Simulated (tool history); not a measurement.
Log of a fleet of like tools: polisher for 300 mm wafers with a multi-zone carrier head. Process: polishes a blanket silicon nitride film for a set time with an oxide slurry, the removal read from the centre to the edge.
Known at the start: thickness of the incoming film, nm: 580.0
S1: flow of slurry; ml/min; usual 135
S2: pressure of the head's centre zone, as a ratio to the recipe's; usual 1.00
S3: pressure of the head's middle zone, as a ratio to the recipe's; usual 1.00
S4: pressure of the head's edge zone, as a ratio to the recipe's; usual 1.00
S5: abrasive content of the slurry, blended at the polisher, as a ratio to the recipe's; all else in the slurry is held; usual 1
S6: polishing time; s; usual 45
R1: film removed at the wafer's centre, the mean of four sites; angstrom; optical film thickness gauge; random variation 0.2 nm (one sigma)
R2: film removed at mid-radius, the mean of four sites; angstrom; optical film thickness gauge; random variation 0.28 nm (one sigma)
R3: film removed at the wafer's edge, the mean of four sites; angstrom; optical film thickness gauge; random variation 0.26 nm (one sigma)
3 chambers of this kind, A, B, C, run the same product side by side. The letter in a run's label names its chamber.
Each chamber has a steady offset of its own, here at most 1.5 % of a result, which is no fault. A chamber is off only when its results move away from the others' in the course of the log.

At day 0.025: chamber A: worn pad replaced by a new one.
Run 1B, day 0.212: usual settings. Result: R1 271.68 angstrom, R2 275.71 angstrom, R3 280.10 angstrom.
Run 2C, day 0.496: usual settings. Result: R1 274.54 angstrom, R2 277.54 angstrom, R3 270.54 angstrom.
At day 0.667: chamber B: worn pad replaced by a new one.
Run 3A, day 0.688: usual settings. Result: R1 274.67 angstrom, R2 278.16 angstrom, R3 274.53 angstrom.
Run 4C, day 0.850: usual settings. Result: R1 275.78 angstrom, R2 274.15 angstrom, R3 276.60 angstrom.
Run 5B, day 1.108: usual settings. Result: R1 275.87 angstrom, R2 274.09 angstrom, R3 277.86 angstrom.
Run 6A, day 1.375: usual settings. Result: R1 273.81 angstrom, R2 271.70 angstrom, R3 271.99 angstrom.
Run 7A, day 1.650: usual settings. Result: R1 274.56 angstrom, R2 269.20 angstrom, R3 271.03 angstrom.
Run 8B, day 1.950: usual settings but S1 155 ml/min, S2 1.09. Result: R1 312.33 angstrom, R2 278.54 angstrom, R3 281.05 angstrom.
Run 9C, day 2.250: usual settings but S1 155 ml/min, S2 1.09. Result: R1 311.07 angstrom, R2 283.42 angstrom, R3 282.24 angstrom.
Run 10B, day 2.429: usual settings but S1 155 ml/min, S2 1.09. Result: R1 313.70 angstrom, R2 281.43 angstrom, R3 285.59 angstrom.
At day 2.438: chamber C: worn pad replaced by a new one.
Run 11A, day 2.762: usual settings. Result: R1 272.71 angstrom, R2 275.17 angstrom, R3 274.72 angstrom.
Run 12C, day 2.942: usual settings. Result: R1 273.63 angstrom, R2 271.81 angstrom, R3 273.88 angstrom.
At day 3.021: chamber A: worn pad replaced by a new one.
Run 13C, day 3.183: usual settings. Result: R1 274.25 angstrom, R2 272.84 angstrom, R3 272.75 angstrom.
At day 3.325: chamber A: slurry nozzle cleaned.
Run 14B, day 3.388: usual settings. Result: R1 275.72 angstrom, R2 272.95 angstrom, R3 274.15 angstrom.
Run 15A, day 3.571: usual settings. Result: R1 273.52 angstrom, R2 270.67 angstrom, R3 277.78 angstrom.
At day 3.604: chamber B: centre zone pressure recalibrated.
At day 3.817: chamber C: slurry nozzle cleaned.
Run 16C, day 3.929: usual settings. Result: R1 277.94 angstrom, R2 277.15 angstrom, R3 276.48 angstrom.
Run 17A, day 4.171: usual settings but S2 1.09, S4 0.93. Result: R1 303.86 angstrom, R2 275.19 angstrom, R3 264.21 angstrom.
Run 18B, day 4.392: usual settings but S2 1.09, S4 0.93. Result: R1 292.63 angstrom, R2 274.15 angstrom, R3 263.98 angstrom.
Run 19B, day 4.750: usual settings but S2 1.09, S4 0.93. Result: R1 289.06 angstrom, R2 275.30 angstrom, R3 269.84 angstrom.
At day 4.929: chamber B: worn pad replaced by a new one.
Run 20C, day 5.058: usual settings. Result: R1 277.12 angstrom, R2 270.19 angstrom, R3 271.85 angstrom.
Run 21A, day 5.296: usual settings. Result: R1 277.07 angstrom, R2 273.54 angstrom, R3 275.03 angstrom.
Run 22B, day 5.600: usual settings but S1 155 ml/min, S2 1.11. Result: R1 301.36 angstrom, R2 284.63 angstrom, R3 284.06 angstrom.
Run 23A, day 5.758: usual settings but S1 155 ml/min, S2 1.11. Result: R1 314.70 angstrom, R2 280.07 angstrom, R3 282.83 angstrom.
Run 24C, day 5.971: usual settings but S1 155 ml/min, S2 1.11. Result: R1 315.70 angstrom, R2 283.69 angstrom, R3 279.85 angstrom.
At day 6.004: chamber A: worn pad replaced by a new one.
Run 25C, day 6.212: usual settings. Result: R1 277.05 angstrom, R2 274.75 angstrom, R3 272.74 angstrom.
Run 26B, day 6.475: usual settings. Result: R1 268.25 angstrom, R2 272.52 angstrom, R3 279.12 angstrom.
Run 27A, day 6.746: usual settings. Result: R1 276.30 angstrom, R2 271.25 angstrom, R3 273.66 angstrom.
Run 28C, day 7.067: usual settings but S3 1.11, S4 0.92. Result: R1 273.70 angstrom, R2 298.86 angstrom, R3 263.28 angstrom.
Run 29A, day 7.296: usual settings but S3 1.11, S4 0.92. Result: R1 277.05 angstrom, R2 303.92 angstrom, R3 259.34 angstrom.
Run 30B, day 7.533: usual settings but S3 1.11, S4 0.92. Result: R1 263.84 angstrom, R2 305.86 angstrom, R3 267.35 angstrom.

Next, every chamber runs the same settings. What will each give?
Run 31A, day 7.792: usual settings but S3 0.95. Result: R1 ?, R2 ?, R3 ?.
Run 31B, day 7.792: usual settings but S3 0.95. Result: R1 ?, R2 ?, R3 ?.
Run 31C, day 7.792: usual settings but S3 0.95. Result: R1 ?, R2 ?, R3 ?.

run      R1      R2      R3
31A  277.92  263.41  270.74
31B  264.43  262.93  281.25
31C  274.56  266.07  271.96
